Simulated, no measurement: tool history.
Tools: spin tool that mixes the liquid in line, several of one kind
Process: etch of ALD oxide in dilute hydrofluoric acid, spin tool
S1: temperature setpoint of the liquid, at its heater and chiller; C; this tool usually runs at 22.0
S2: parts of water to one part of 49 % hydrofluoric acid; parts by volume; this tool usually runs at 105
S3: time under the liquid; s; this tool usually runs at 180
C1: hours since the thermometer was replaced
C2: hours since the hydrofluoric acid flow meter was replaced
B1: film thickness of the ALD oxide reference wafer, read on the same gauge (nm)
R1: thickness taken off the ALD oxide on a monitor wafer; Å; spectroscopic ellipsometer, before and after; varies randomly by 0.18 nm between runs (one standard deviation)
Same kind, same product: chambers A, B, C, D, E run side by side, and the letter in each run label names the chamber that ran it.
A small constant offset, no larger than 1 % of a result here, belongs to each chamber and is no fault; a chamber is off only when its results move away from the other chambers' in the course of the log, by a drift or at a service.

run	hour	S1	S2	S3	C1	C2	B1	R1
1B	5.6	22.0	105	180	1562.0	436.6	59.991	198.16
2E	13.9	22.0	105	180	1033.2	1138.1	59.997	197.33
3D	20.3	22.0	105	180	1012.4	909.8	59.966	197.76
4A	25.2	22.0	105	180	83.7	905.8	59.985	202.28
# hour 29.9: chamber C: thermometer replaced
5C	32.0	22.0	105	180	2.1	1190.5	59.993	198.38
6E	35.9	22.0	105	180	1055.2	1160.1	60.000	198.15
7A	42.8	22.0	105	180	101.3	923.4	59.991	197.79
8D	50.6	22.0	105	180	1042.7	940.1	60.001	196.04
9B	57.1	22.0	105	180	1613.5	488.1	59.973	195.56
10C	61.4	22.0	80	140	31.5	1219.9	59.968	208.99
11C	66.4	22.0	80	140	36.5	1224.9	60.033	209.51
12A	70.8	22.0	80	140	129.3	951.4	59.995	211.08
13E	77.5	22.0	80	140	1096.8	1201.7	60.010	208.43
14D	83.0	22.0	80	140	1075.1	972.5	60.038	209.26
15B	87.3	22.0	105	180	1643.7	518.3	59.980	197.46
16C	91.1	22.0	105	180	61.2	1249.6	60.018	195.26
17B	98.5	22.0	105	235	1654.9	529.5	60.003	254.99
18E	104.6	22.0	105	235	1123.9	1228.8	60.006	258.38
19D	112.7	22.0	105	235	1104.8	1002.2	60.023	265.74
20A	117.1	22.0	105	235	175.6	997.7	60.004	260.41
21A	123.1	22.0	105	235	181.6	1003.7	59.984	257.83
22C	128.7	25.5	105	245	98.8	1287.2	59.980	309.57
23D	134.0	25.5	105	245	1126.1	1023.5	59.991	316.01
24E	142.5	25.5	105	245	1161.8	1266.7	59.962	311.99
25B	148.3	25.5	105	245	1704.7	579.3	59.967	306.78
26D	152.6	25.5	105	245	1144.7	1042.1	59.995	323.42
27B	157.1	19.0	70	180	1713.5	588.1	60.041	269.00
# hour 162.8: chamber E: thermometer replaced
28E	163.1	19.0	70	180	0.4	1287.3	60.026	273.73
29C	168.3	19.0	70	180	138.4	1326.8	59.984	269.91
30A	174.1	19.0	70	180	232.6	1054.7	59.994	272.40
# hour 174.3: chamber D: thermometer replaced
31C	179.6	19.0	70	180	149.7	1338.1	59.946	273.46
32D	186.1	19.0	80	180	11.8	1075.6	59.956	251.11
33B	191.7	19.0	80	180	1748.1	622.7	60.013	234.63
34E	195.8	19.0	80	180	33.1	1320.0	60.037	232.49

All chambers now run identical settings, listed one chamber a line with results as question marks. What results will each chamber show?
35A	201.8	22.0	105	125				?
35B	201.8	22.0	105	125				?
35C	201.8	22.0	105	125				?
35D	201.8	22.0	105	125				?
35E	201.8	22.0	105	125				?

run	R1
35A	138.77
35B	137.18
35C	137.33
35D	149.77
35E	138.27
